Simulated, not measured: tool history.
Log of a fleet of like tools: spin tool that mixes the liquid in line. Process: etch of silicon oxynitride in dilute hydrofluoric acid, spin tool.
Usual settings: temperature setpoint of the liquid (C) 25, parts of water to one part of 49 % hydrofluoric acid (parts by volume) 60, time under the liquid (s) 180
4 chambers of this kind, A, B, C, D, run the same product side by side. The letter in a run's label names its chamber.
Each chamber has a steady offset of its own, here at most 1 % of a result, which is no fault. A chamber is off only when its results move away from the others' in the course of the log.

| run | hour | temperature setpoint of the liquid (C) | parts of water to one part of 49 % hydrofluoric acid (parts by volume) | time under the liquid (s) | hours since the thermometer was replaced | hours since the hydrofluoric acid flow meter was replaced | read-back film thickness of the silicon oxynitride reference wafer, read on the same gauge (nm) | thickness taken off the silicon oxynitride on a monitor wafer (angstrom) |
|---|---|---|---|---|---|---|---|---|
| 1B | 12 | 25 | 60 | 180 | 1024.3 | 233 | 80.003 | 106.3 |
| 2A | 27 | 25 | 60 | 180 | 1960.4 | 57.9 | 79.998 | 104.3 |
| 3D | 36.4 | 25 | 60 | 180 | 595.5 | 382.9 | 80.01 | 105.57 |
| 4C | 48.2 | 25 | 60 | 180 | 251.3 | 82.2 | 79.976 | 106.11 |
| 5D | 55.8 | 25 | 60 | 180 | 614.9 | 402.3 | 80.028 | 105.07 |
|  | 63.9 | chamber B: thermometer replaced |
| 6A | 66.6 | 30 | 60 | 80 | 2000 | 97.5 | 80.012 | 59.75 |
| 7C | 78.2 | 30 | 60 | 80 | 281.3 | 112.2 | 79.962 | 59.178 |
| 8B | 90.4 | 30 | 60 | 80 | 26.5 | 311.4 | 80.063 | 59.771 |
| 9A | 104.2 | 30 | 60 | 80 | 2037.6 | 135.1 | 80.015 | 59.087 |
| 10B | 113.1 | 25 | 60 | 180 | 49.2 | 334.1 | 80.044 | 104.01 |
| 11C | 124.8 | 25 | 60 | 180 | 327.9 | 158.8 | 80.005 | 105.67 |
| 12D | 132.9 | 23.5 | 85 | 180 | 692 | 479.4 | 80.005 | 66.738 |
| 13D | 148.6 | 23.5 | 85 | 180 | 707.7 | 495.1 | 80.002 | 68.014 |
| 14A | 156.6 | 23.5 | 85 | 180 | 2090 | 187.5 | 79.995 | 67.756 |
| 15B | 170.1 | 23.5 | 85 | 180 | 106.2 | 391.1 | 79.969 | 68.705 |
| 16C | 180.3 | 25 | 75 | 180 | 383.4 | 214.3 | 80.042 | 83.919 |
| 17A | 194.9 | 25 | 75 | 180 | 2128.3 | 225.8 | 79.964 | 84.053 |
| 18C | 210.8 | 25 | 75 | 180 | 413.9 | 244.8 | 80.016 | 82.676 |
| 19B | 218.7 | 25 | 75 | 180 | 154.8 | 439.7 | 80.01 | 82.694 |
| 20D | 226.3 | 21.5 | 80 | 180 | 785.4 | 572.8 | 79.992 | 65.919 |
| 21A | 236.3 | 21.5 | 80 | 180 | 2169.7 | 267.2 | 79.985 | 66.651 |
| 22C | 244.9 | 21.5 | 80 | 180 | 448 | 278.9 | 79.975 | 66.507 |
| 23D | 260.2 | 21.5 | 80 | 180 | 819.3 | 606.7 | 80.013 | 66.402 |
| 24B | 276.3 | 25 | 60 | 180 | 212.4 | 497.3 | 79.982 | 107.84 |
| 25A | 287.3 | 25 | 60 | 180 | 2220.7 | 318.2 | 80.062 | 106.53 |
| 26C | 300.7 | 25 | 60 | 180 | 503.8 | 334.7 | 79.998 | 108.9 |
| 27D | 316.6 | 25 | 60 | 180 | 875.7 | 663.1 | 80.001 | 106.85 |
| 28B | 331.5 | 25 | 60 | 180 | 267.6 | 552.5 | 80.035 | 103.87 |
| 29C | 343.9 | 25 | 60 | 180 | 547 | 377.9 | 80.013 | 107.07 |
| 30A | 353.5 | 25 | 60 | 180 | 2286.9 | 384.4 | 80.023 | 105.6 |
| 31B | 367.1 | 25 | 60 | 180 | 303.2 | 588.1 | 79.973 | 104.41 |
| 32D | 383.3 | 25 | 60 | 180 | 942.4 | 729.8 | 79.989 | 104.26 |
| 33D | 393.3 | 25 | 40 | 180 | 952.4 | 739.8 | 79.972 | 158.39 |
| 34A | 408.1 | 25 | 40 | 180 | 2341.5 | 439 | 79.986 | 161.51 |
| 35C | 416.2 | 25 | 40 | 180 | 619.3 | 450.2 | 80.028 | 162.97 |
| 36B | 425.8 | 25 | 40 | 180 | 361.9 | 646.8 | 80.062 | 159.98 |
| 37A | 435.9 | 25 | 35 | 180 | 2369.3 | 466.8 | 80.013 | 184.99 |
| 38B | 444.2 | 25 | 35 | 180 | 380.3 | 665.2 | 80.027 | 184.8 |
| 39D | 456.3 | 25 | 35 | 180 | 1015.4 | 802.8 | 80.036 | 186.3 |
| 40C | 470.3 | 25 | 35 | 180 | 673.4 | 504.3 | 80.041 | 181.49 |

All 4 chambers run these settings next. Forecast each chamber's results:
| 41A | 482 | 25 | 50 | 180 |  |  |  | ? |
| 41B | 482 | 25 | 50 | 180 |  |  |  | ? |
| 41C | 482 | 25 | 50 | 180 |  |  |  | ? |
| 41D | 482 | 25 | 50 | 180 |  |  |  | ? |

| run | thickness taken off the silicon oxynitride on a monitor wafer (angstrom) |
|---|---|
| 41A | 127.98 |
| 41B | 125.33 |
| 41C | 128.32 |
| 41D | 125.81 |
